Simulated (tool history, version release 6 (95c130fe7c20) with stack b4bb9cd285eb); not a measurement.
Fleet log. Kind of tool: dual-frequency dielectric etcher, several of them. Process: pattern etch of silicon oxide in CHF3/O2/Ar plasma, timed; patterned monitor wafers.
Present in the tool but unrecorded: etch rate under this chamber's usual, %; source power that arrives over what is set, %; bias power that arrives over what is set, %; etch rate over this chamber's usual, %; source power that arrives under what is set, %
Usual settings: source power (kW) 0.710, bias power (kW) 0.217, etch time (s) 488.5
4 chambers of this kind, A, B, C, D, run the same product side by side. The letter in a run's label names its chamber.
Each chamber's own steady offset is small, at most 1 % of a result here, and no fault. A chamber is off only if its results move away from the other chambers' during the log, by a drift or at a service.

run	hour	source power (kW)	bias power (kW)	etch time (s)	hours since the last wet clean	hours since the last source power generator calibration	hours since the last bias power generator calibration	read-back reference wafer on the same gauge, depth_nm	mean etch depth across the wafer (Å)
1A	10.8	0.710	0.217	488.5	187.1	673.3	341.7	1101.8	10987.0
2C	20.4	0.710	0.217	488.5	210.9	3823.2	2019.8	1099.8	11060.0
3B	26.6	0.710	0.217	488.5	359.2	1833.1	1699.1	1099.9	11029.0
4D	39.4	0.710	0.217	488.5	460.4	2654.5	309.2	1099.5	11009.0
5D	51.3	0.710	0.217	488.5	472.3	2666.4	321.1	1100.2	10925.0
6A	58.1	0.710	0.217	488.5	234.4	720.6	389.0	1099.2	10953.0
7B	64.6	0.710	0.217	488.5	397.2	1871.1	1737.1	1100.3	10969.0
8C	72.6	0.710	0.217	488.5	263.1	3875.4	2072.0	1100.5	11066.0
9C	80.1	0.710	0.217	488.5	270.6	3882.9	2079.5	1098.8	11055.0
10D	86.0	0.710	0.178	610.0	507.0	2701.1	355.8	1101.9	12862.0
11B	98.3	0.710	0.178	610.0	430.9	1904.8	1770.8	1101.8	12746.0
# hour 106.9: chamber D: source power generator calibrated
12A	109.7	0.710	0.178	610.0	286.0	772.2	440.6	1100.3	12835.0
13A	121.2	0.710	0.178	610.0	297.5	783.7	452.1	1100.8	12857.0
14D	127.1	0.710	0.217	382.0	548.1	20.2	396.9	1099.7	8598.5
# hour 132.8: chamber D: wet clean of the chamber
15C	140.6	0.710	0.217	382.0	331.1	3943.4	2140.0	1100.0	8672.8
16B	147.5	0.710	0.217	382.0	480.1	1954.0	1820.0	1100.0	8612.3
17B	157.3	0.710	0.217	382.0	489.9	1963.8	1829.8	1100.3	8543.4
# hour 163.9: chamber C: wet clean of the chamber
# hour 169.3: chamber B: bias power generator calibrated
18D	169.8	0.710	0.217	488.5	37.0	62.9	439.6	1099.0	11021.0
19A	182.1	0.710	0.217	488.5	358.4	844.6	513.0	1101.5	11048.0
20C	189.4	0.710	0.195	557.0	25.5	3992.2	2188.8	1099.0	12654.0
# hour 190.2: chamber B: source power generator calibrated
21D	198.4	0.710	0.195	557.0	65.6	91.5	468.2	1099.9	12057.0
22C	211.3	0.710	0.195	557.0	47.4	4014.1	2210.7	1099.4	12655.0
# hour 217.9: chamber A: wet clean of the chamber
23B	219.8	0.710	0.195	557.0	552.4	29.7	50.5	1100.5	11993.0
24A	231.7	0.710	0.217	488.5	13.8	894.2	562.6	1099.7	10933.0
25A	242.6	0.710	0.217	488.5	24.7	905.1	573.5	1100.0	11153.0
# hour 249.8: chamber B: wet clean of the chamber
26B	249.8	0.710	0.217	488.5	0.1	59.7	80.5	1100.7	11039.0
27C	258.1	0.710	0.217	488.5	94.2	4060.9	2257.5	1099.2	11519.0
28D	270.0	0.710	0.217	488.5	137.2	163.1	539.8	1099.1	10939.0
29A	278.9	0.710	0.217	488.5	61.0	941.4	609.8	1099.6	11031.0
30B	287.6	0.710	0.217	488.5	37.9	97.5	118.3	1099.1	10930.0
31C	294.8	0.710	0.217	419.0	130.9	4097.6	2294.2	1101.2	9917.9
32D	304.4	0.710	0.217	419.0	171.6	197.5	574.2	1097.7	9392.6
33C	316.9	0.710	0.217	419.0	153.0	4119.7	2316.3	1098.9	9817.3

For the next run the whole fleet of 4 chambers uses the same settings. Give each chamber's results:
34A	326.5	0.710	0.217	488.5					?
34B	326.5	0.710	0.217	488.5					?
34C	326.5	0.710	0.217	488.5					?
34D	326.5	0.710	0.217	488.5					?

run	mean etch depth across the wafer (Å)
34A	11061.0
34B	10805.0
34C	11652.0
34D	10992.0

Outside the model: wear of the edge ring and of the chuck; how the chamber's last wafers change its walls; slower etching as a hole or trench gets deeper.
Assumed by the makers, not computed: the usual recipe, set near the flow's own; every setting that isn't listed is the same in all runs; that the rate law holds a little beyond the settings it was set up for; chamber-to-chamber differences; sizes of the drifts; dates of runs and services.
